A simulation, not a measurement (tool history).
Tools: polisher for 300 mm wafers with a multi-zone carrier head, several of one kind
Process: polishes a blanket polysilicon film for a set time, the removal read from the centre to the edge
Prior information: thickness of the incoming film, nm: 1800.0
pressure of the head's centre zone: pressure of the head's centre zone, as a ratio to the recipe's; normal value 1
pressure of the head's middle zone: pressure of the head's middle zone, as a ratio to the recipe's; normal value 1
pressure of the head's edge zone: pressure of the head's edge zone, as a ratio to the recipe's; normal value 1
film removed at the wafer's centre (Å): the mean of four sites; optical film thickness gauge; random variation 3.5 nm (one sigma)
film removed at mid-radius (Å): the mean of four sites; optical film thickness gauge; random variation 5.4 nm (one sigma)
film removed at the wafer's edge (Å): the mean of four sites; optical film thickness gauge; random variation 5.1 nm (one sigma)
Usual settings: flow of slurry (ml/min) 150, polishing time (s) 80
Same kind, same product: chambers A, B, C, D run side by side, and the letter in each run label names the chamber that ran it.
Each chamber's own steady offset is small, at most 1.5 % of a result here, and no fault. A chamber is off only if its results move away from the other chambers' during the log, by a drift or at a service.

| run | hour | flow of slurry (ml/min) | pressure of the head's centre zone | pressure of the head's middle zone | pressure of the head's edge zone | polishing time (s) | wafers polished on this pad | hours since the slurry nozzle was cleaned | hours since the centre zone pressure was calibrated | hours since the edge zone pressure was calibrated | film removed at the wafer's centre (Å) | film removed at mid-radius (Å) | film removed at the wafer's edge (Å) |
|---|---|---|---|---|---|---|---|---|---|---|---|---|---|
|  | 2.4 | chamber B: worn pad replaced by a new one |
| 1D | 5.7 | 150 | 1 | 1 | 1 | 80 | 292 | 332.6 | 142.8 | 55.8 | 4447.2 | 4283.6 | 4457.5 |
| 2C | 13 | 150 | 1 | 1 | 1 | 80 | 373 | 285.9 | 80.7 | 567 | 4408 | 4344.1 | 4439.4 |
| 3A | 20.7 | 150 | 1 | 1 | 1 | 80 | 472 | 374.1 | 281.4 | 220 | 4391.6 | 4448 | 4470.9 |
| 4B | 26.3 | 150 | 1 | 1 | 1 | 80 | 248 | 301.5 | 409.6 | 141.8 | 4444.7 | 4376.7 | 4372.8 |
| 5B | 33.1 | 150 | 1 | 1 | 1 | 80 | 319 | 308.3 | 416.4 | 148.6 | 4381.8 | 4365.8 | 4438.3 |
| 6A | 36.6 | 150 | 1 | 1 | 1 | 80 | 637 | 390 | 297.3 | 235.9 | 4376.4 | 4435.4 | 4378.3 |
| 7C | 43.4 | 150 | 1 | 1 | 1 | 80 | 688 | 316.3 | 111.1 | 597.4 | 4359.9 | 4362.6 | 4429.4 |
|  | 48.3 | chamber D: worn pad replaced by a new one |
| 8D | 50.9 | 125 | 1 | 1 | 1 | 80 | 27 | 377.8 | 188 | 101 | 4215.1 | 4209.9 | 4277.2 |
|  | 57.1 | chamber C: worn pad replaced by a new one |
| 9B | 58.5 | 125 | 1 | 1 | 1 | 80 | 582 | 333.7 | 441.8 | 174 | 4228.3 | 4240 | 4257.1 |
| 10A | 64.2 | 125 | 1 | 1 | 1 | 80 | 923 | 417.6 | 324.9 | 263.5 | 4203.4 | 4258.9 | 4248.2 |
| 11C | 69.6 | 125 | 1 | 1 | 1 | 80 | 129 | 342.5 | 137.3 | 623.6 | 4215.3 | 4272.5 | 4268 |
| 12D | 76.6 | 150 | 1 | 1 | 1 | 80 | 293 | 403.5 | 213.7 | 126.7 | 4377.1 | 4415.5 | 4430.6 |
| 13A | 81.7 | 150 | 1 | 1 | 1 | 80 | 1105 | 435.1 | 342.4 | 281 | 4361.2 | 4356.3 | 4210.8 |
| 14C | 87.6 | 150 | 1 | 1 | 1 | 80 | 316 | 360.5 | 155.3 | 641.6 | 4368.2 | 4478.3 | 4465.5 |
|  | 89.9 | chamber B: worn pad replaced by a new one |
| 15B | 94.9 | 150 | 1.11 | 0.95 | 1 | 80 | 52 | 370.1 | 478.2 | 210.4 | 4869.5 | 4214.6 | 4408.9 |
| 16D | 100.2 | 150 | 1.11 | 0.95 | 1 | 80 | 538 | 427.1 | 237.3 | 150.3 | 4974.2 | 4109.9 | 4403.7 |
| 17D | 106.2 | 150 | 1.11 | 0.95 | 1 | 80 | 600 | 433.1 | 243.3 | 156.3 | 4870.7 | 4140.1 | 4457.2 |
| 18B | 111.6 | 150 | 1.11 | 0.95 | 1 | 80 | 226 | 386.8 | 494.9 | 227.1 | 4922.9 | 4163.1 | 4315.5 |
|  | 112 | chamber D: worn pad replaced by a new one |
|  | 113.3 | chamber B: slurry nozzle cleaned |
| 19A | 116.2 | 150 | 1 | 1 | 1 | 80 | 1463 | 469.6 | 376.9 | 315.5 | 4281.7 | 4312.9 | 4307.4 |
| 20C | 120.7 | 150 | 1 | 1 | 1 | 80 | 659 | 393.6 | 188.4 | 674.7 | 4339.5 | 4424.6 | 4518.7 |
| 21A | 126.6 | 150 | 1 | 1 | 1 | 80 | 1571 | 480 | 387.3 | 325.9 | 4300.6 | 4208.1 | 4247.6 |
| 22C | 131.1 | 150 | 1 | 1 | 1 | 80 | 767 | 404 | 198.8 | 685.1 | 4390.6 | 4438.4 | 4400.6 |
| 23B | 137.3 | 150 | 1 | 1 | 1 | 80 | 492 | 24.1 | 520.6 | 252.8 | 4464.9 | 4287.9 | 4415.6 |
|  | 138.3 | chamber C: worn pad replaced by a new one |
| 24D | 145.5 | 150 | 1 | 1 | 1 | 80 | 348 | 472.4 | 282.6 | 195.6 | 4380.7 | 4345.6 | 4382 |
| 25D | 150.3 | 150 | 1 | 1 | 1 | 80 | 398 | 477.2 | 287.4 | 200.4 | 4423 | 4343.1 | 4391.4 |
| 26B | 157.1 | 150 | 1 | 1 | 1 | 80 | 698 | 43.9 | 540.4 | 272.6 | 4432.7 | 4412.6 | 4462.3 |
|  | 160.9 | chamber A: edge zone pressure recalibrated |
| 27A | 161 | 150 | 1 | 1 | 1 | 80 | 1927 | 514.4 | 421.7 | 0.1 | 4126.4 | 4218.3 | 4212.2 |
| 28C | 167.2 | 150 | 1 | 1 | 1 | 80 | 299 | 440.1 | 234.9 | 721.2 | 4351.7 | 4393.7 | 4415.9 |
| 29D | 173.7 | 150 | 1 | 1 | 1 | 80 | 641 | 500.6 | 310.8 | 223.8 | 4361.5 | 4266.7 | 4396.3 |
|  | 177.4 | chamber B: worn pad replaced by a new one |
| 30C | 178.5 | 150 | 1 | 1 | 1 | 80 | 417 | 451.4 | 246.2 | 732.5 | 4392.5 | 4317 | 4501.2 |
|  | 181.3 | chamber D: worn pad replaced by a new one |
| 31A | 183.3 | 150 | 0.92 | 1 | 1 | 80 | 2159 | 536.7 | 444 | 22.4 | 3808 | 4114.1 | 4124.3 |
| 32B | 188 | 150 | 0.92 | 1 | 1 | 80 | 110 | 74.8 | 571.3 | 303.5 | 4012.8 | 4358 | 4442.1 |
| 33B | 191.8 | 150 | 0.92 | 1 | 1 | 80 | 149 | 78.6 | 575.1 | 307.3 | 4050.6 | 4412.5 | 4460 |
| 34A | 196.7 | 150 | 0.92 | 1 | 1 | 80 | 2298 | 550.1 | 457.4 | 35.8 | 3769.6 | 4210.5 | 4141.7 |
| 35C | 200.6 | 150 | 1 | 1 | 1 | 80 | 646 | 473.5 | 268.3 | 754.6 | 4402 | 4467.7 | 4455.9 |
| 36D | 208.1 | 150 | 1 | 1 | 1 | 80 | 278 | 535 | 345.2 | 258.2 | 4383.8 | 4372.5 | 4439.5 |
|  | 210.5 | chamber C: worn pad replaced by a new one |
| 37D | 212 | 150 | 1 | 1 | 1 | 80 | 319 | 538.9 | 349.1 | 262.1 | 4370.7 | 4337 | 4495.8 |
| 38A | 216.9 | 150 | 1 | 1 | 1 | 80 | 2507 | 570.3 | 477.6 | 56 | 4110.9 | 4210.9 | 4127.3 |
| 39C | 223.1 | 150 | 0.9 | 1 | 1 | 60 | 131 | 496 | 290.8 | 777.1 | 2944.8 | 3309.2 | 3320.7 |
| 40B | 226.7 | 150 | 0.9 | 1 | 1 | 60 | 511 | 113.5 | 610 | 342.2 | 2954.8 | 3316.3 | 3252.1 |

Read the log: is a single chamber off, either drifting away or since a service, is the gauge that measures every chamber drifting, or is nothing wrong beyond small per-chamber offsets? Name any odd chamber and what most likely caused it.

Chamber A drifts away from the others.
Most likely cause: removal rate lost through wear of the pad, % = 8.38.
From this log alone, it may not be told apart from: slurry flow missing at the pad, %.

Here are 4 candidates for chamber A's next run, each the usual settings with a change, their results left as question marks. Which one brings its results back in line with what the others give on the usual settings?
In line means no further than this from the other chambers' mean on the usual settings: film removed at the wafer's centre (Å) 120; film removed at mid-radius (Å) 190; film removed at the wafer's edge (Å) 180
| 41A-1 | 232.6 | 150 | 1 | 1 | 1.01 | 86 |  |  |  |  | ? | ? | ? |
| 41A-2 | 232.6 | 150 | 1 | 1 | 0.99 | 74 |  |  |  |  | ? | ? | ? |
| 41A-3 | 232.6 | 150 | 1 | 1 | 1 | 82 |  |  |  |  | ? | ? | ? |
| 41A-4 | 232.6 | 150 | 1 | 1 | 1 | 78 |  |  |  |  | ? | ? | ? |

Mean of the other chambers on the usual settings: film removed at the wafer's centre (Å) 4399.3; film removed at mid-radius (Å) 4386; film removed at the wafer's edge (Å) 4427.3
| run | film removed at the wafer's centre (Å) | film removed at mid-radius (Å) | film removed at the wafer's edge (Å) |
|---|---|---|---|
| 41A-1 | 4392.3 | 4398.7 | 4404.8 |
| 41A-2 | 3779.4 | 3785 | 3751.1 |
| 41A-3 | 4188 | 4194.1 | 4178.3 |
| 41A-4 | 3983.7 | 3989.5 | 3974.5 |
41A-1 brings the chamber back in line.

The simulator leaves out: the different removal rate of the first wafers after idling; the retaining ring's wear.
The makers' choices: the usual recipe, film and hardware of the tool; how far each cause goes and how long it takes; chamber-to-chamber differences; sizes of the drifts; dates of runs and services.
